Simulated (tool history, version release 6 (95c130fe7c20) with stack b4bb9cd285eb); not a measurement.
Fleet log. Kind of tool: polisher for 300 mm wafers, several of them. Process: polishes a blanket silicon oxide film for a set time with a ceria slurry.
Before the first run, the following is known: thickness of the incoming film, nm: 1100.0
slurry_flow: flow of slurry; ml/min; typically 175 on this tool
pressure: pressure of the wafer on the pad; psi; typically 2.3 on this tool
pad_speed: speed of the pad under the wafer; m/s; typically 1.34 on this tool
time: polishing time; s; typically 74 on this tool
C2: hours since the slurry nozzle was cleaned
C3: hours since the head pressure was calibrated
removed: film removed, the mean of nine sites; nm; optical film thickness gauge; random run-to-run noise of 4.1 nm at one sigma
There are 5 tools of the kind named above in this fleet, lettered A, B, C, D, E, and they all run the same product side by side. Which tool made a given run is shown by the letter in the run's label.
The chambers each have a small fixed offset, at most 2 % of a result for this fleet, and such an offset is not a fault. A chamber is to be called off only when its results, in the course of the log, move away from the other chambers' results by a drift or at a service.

run 1D day=0.175 | slurry_flow=175 pressure=2.3 pad_speed=1.34 time=74 | wafers_polished_on_this_pad=164 C2=322.3 C3=483.2 | removed=308.88
run 2E day=0.308 | slurry_flow=175 pressure=2.3 pad_speed=1.34 time=74 | wafers_polished_on_this_pad=120 C2=241.7 C3=337.7 | removed=314.20
run 3B day=0.438 | slurry_flow=175 pressure=2.3 pad_speed=1.34 time=74 | wafers_polished_on_this_pad=365 C2=162.3 C3=800.5 | removed=306.51
run 4C day=0.579 | slurry_flow=175 pressure=2.3 pad_speed=1.34 time=74 | wafers_polished_on_this_pad=165 C2=417.3 C3=723.1 | removed=309.20
run 5A day=0.688 | slurry_flow=175 pressure=2.3 pad_speed=1.34 time=74 | wafers_polished_on_this_pad=436 C2=188.2 C3=517.9 | removed=304.92
run 6B day=0.846 | slurry_flow=175 pressure=2.3 pad_speed=1.34 time=52 | wafers_polished_on_this_pad=452 C2=172.1 C3=810.3 | removed=220.10
run 7E day=0.996 | slurry_flow=175 pressure=2.3 pad_speed=1.34 time=52 | wafers_polished_on_this_pad=265 C2=258.2 C3=354.2 | removed=221.19
run 8A day=1.083 | slurry_flow=175 pressure=2.3 pad_speed=1.34 time=52 | wafers_polished_on_this_pad=520 C2=197.7 C3=527.4 | removed=207.21
run 9C day=1.200 | slurry_flow=175 pressure=2.3 pad_speed=1.34 time=52 | wafers_polished_on_this_pad=297 C2=432.2 C3=738.0 | removed=218.51
run 10D day=1.321 | slurry_flow=175 pressure=2.3 pad_speed=1.34 time=52 | wafers_polished_on_this_pad=407 C2=349.8 C3=510.7 | removed=214.50
run 11C day=1.438 | slurry_flow=175 pressure=2.3 pad_speed=1.34 time=74 | wafers_polished_on_this_pad=347 C2=437.9 C3=743.7 | removed=300.46
run 12A day=1.575 | slurry_flow=175 pressure=2.3 pad_speed=1.34 time=74 | wafers_polished_on_this_pad=624 C2=209.5 C3=539.2 | removed=302.18
-- day=1.612 chamber E: slurry nozzle cleaned
-- day=1.692 chamber A: worn pad replaced by a new one
run 13B day=1.700 | slurry_flow=175 pressure=2.3 pad_speed=1.34 time=74 | wafers_polished_on_this_pad=633 C2=192.6 C3=830.8 | removed=311.56
run 14D day=1.779 | slurry_flow=175 pressure=1.7 pad_speed=1.52 time=74 | wafers_polished_on_this_pad=504 C2=360.8 C3=521.7 | removed=265.21
run 15E day=1.875 | slurry_flow=175 pressure=1.7 pad_speed=1.52 time=74 | wafers_polished_on_this_pad=452 C2=6.4 C3=375.3 | removed=255.35
-- day=1.954 chamber B: slurry nozzle cleaned
run 16A day=2.021 | slurry_flow=175 pressure=1.7 pad_speed=1.52 time=74 | wafers_polished_on_this_pad=70 C2=220.2 C3=549.9 | removed=254.30
run 17C day=2.167 | slurry_flow=175 pressure=1.7 pad_speed=1.52 time=74 | wafers_polished_on_this_pad=502 C2=455.4 C3=761.2 | removed=263.83
run 18B day=2.258 | slurry_flow=175 pressure=1.7 pad_speed=1.52 time=74 | wafers_polished_on_this_pad=751 C2=7.4 C3=844.2 | removed=259.97
run 19D day=2.429 | slurry_flow=175 pressure=2.3 pad_speed=1.34 time=74 | wafers_polished_on_this_pad=642 C2=376.4 C3=537.3 | removed=310.41
run 20E day=2.588 | slurry_flow=175 pressure=2.3 pad_speed=1.34 time=74 | wafers_polished_on_this_pad=603 C2=23.5 C3=392.4 | removed=306.63
-- day=2.671 chamber E: worn pad replaced by a new one
run 21E day=2.704 | slurry_flow=175 pressure=2.3 pad_speed=1.34 time=74 | wafers_polished_on_this_pad=7 C2=26.3 C3=395.2 | removed=300.28
-- day=2.775 chamber C: head pressure recalibrated
run 22B day=2.800 | slurry_flow=175 pressure=2.3 pad_speed=1.34 time=74 | wafers_polished_on_this_pad=866 C2=20.4 C3=857.2 | removed=306.85
run 23D day=2.925 | slurry_flow=175 pressure=2.3 pad_speed=1.34 time=74 | wafers_polished_on_this_pad=747 C2=388.3 C3=549.2 | removed=308.39
run 24C day=3.012 | slurry_flow=175 pressure=2.3 pad_speed=1.34 time=74 | wafers_polished_on_this_pad=681 C2=475.7 C3=5.8 | removed=308.24
run 25A day=3.138 | slurry_flow=175 pressure=2.3 pad_speed=1.34 time=74 | wafers_polished_on_this_pad=306 C2=247.0 C3=576.7 | removed=301.61
run 26C day=3.229 | slurry_flow=175 pressure=2.3 pad_speed=1.34 time=85 | wafers_polished_on_this_pad=727 C2=480.9 C3=11.0 | removed=356.08
run 27A day=3.371 | slurry_flow=175 pressure=2.3 pad_speed=1.34 time=85 | wafers_polished_on_this_pad=356 C2=252.6 C3=582.3 | removed=347.29
run 28B day=3.483 | slurry_flow=175 pressure=2.3 pad_speed=1.34 time=85 | wafers_polished_on_this_pad=1011 C2=36.8 C3=873.6 | removed=349.86
run 29E day=3.600 | slurry_flow=175 pressure=2.3 pad_speed=1.34 time=85 | wafers_polished_on_this_pad=197 C2=47.8 C3=416.7 | removed=330.39
run 30D day=3.758 | slurry_flow=175 pressure=2.3 pad_speed=1.34 time=85 | wafers_polished_on_this_pad=924 C2=408.3 C3=569.2 | removed=366.08
run 31A day=3.900 | slurry_flow=155 pressure=2.0 pad_speed=1.34 time=74 | wafers_polished_on_this_pad=468 C2=265.3 C3=595.0 | removed=257.19
run 32B day=4.042 | slurry_flow=155 pressure=2.0 pad_speed=1.34 time=74 | wafers_polished_on_this_pad=1129 C2=50.2 C3=887.0 | removed=267.47
run 33D day=4.150 | slurry_flow=155 pressure=2.0 pad_speed=1.34 time=74 | wafers_polished_on_this_pad=1007 C2=417.7 C3=578.6 | removed=266.27
run 34C day=4.279 | slurry_flow=155 pressure=2.0 pad_speed=1.34 time=74 | wafers_polished_on_this_pad=950 C2=506.1 C3=36.2 | removed=270.29
run 35E day=4.404 | slurry_flow=155 pressure=2.0 pad_speed=1.34 time=74 | wafers_polished_on_this_pad=367 C2=67.1 C3=436.0 | removed=233.02
run 36C day=4.492 | slurry_flow=175 pressure=2.3 pad_speed=1.34 time=74 | wafers_polished_on_this_pad=995 C2=511.2 C3=41.3 | removed=311.79
run 37B day=4.575 | slurry_flow=175 pressure=2.3 pad_speed=1.34 time=74 | wafers_polished_on_this_pad=1243 C2=63.0 C3=899.8 | removed=303.90
run 38D day=4.667 | slurry_flow=175 pressure=2.3 pad_speed=1.34 time=74 | wafers_polished_on_this_pad=1116 C2=430.1 C3=591.0 | removed=302.90
run 39E day=4.796 | slurry_flow=175 pressure=2.3 pad_speed=1.34 time=74 | wafers_polished_on_this_pad=450 C2=76.5 C3=445.4 | removed=283.55
-- day=4.904 chamber A: worn pad replaced by a new one
run 40A day=4.917 | slurry_flow=175 pressure=2.3 pad_speed=1.34 time=74 | wafers_polished_on_this_pad=3 C2=289.7 C3=619.4 | removed=298.13

What goes on in this fleet: one chamber off, a drifting gauge, or nothing beyond the chambers' own small offsets? Name the chamber and the cause, if any.

Chamber E drifts away from the others.
What lies behind it: head's pressure below its setpoint, % = 12.6.

Chamber E could run next with any of the 4 candidate recipes listed below; each alters the usual settings, and their results appear as question marks. Which one brings its results back in line with what the other chambers deliver on the usual settings?
In line means no further than this from the other chambers' mean on the usual settings: removed 14.00 nm
run 41E-1 day=5.042 | slurry_flow=175 pressure=2.1 pad_speed=1.24 time=68 | removed=?
run 41E-2 day=5.042 | slurry_flow=175 pressure=2.4 pad_speed=1.40 time=77 | removed=?
run 41E-3 day=5.042 | slurry_flow=175 pressure=2.2 pad_speed=1.28 time=71 | removed=?
run 41E-4 day=5.042 | slurry_flow=175 pressure=2.6 pad_speed=1.34 time=83 | removed=?

On the usual settings, the other chambers give on average: removed 306.79 nm
run=41E-1 removed=209.90
run=41E-2 removed=306.72
run=41E-3 removed=237.02
run=41E-4 removed=342.97
It is 41E-2 that realigns the chamber with its peers.
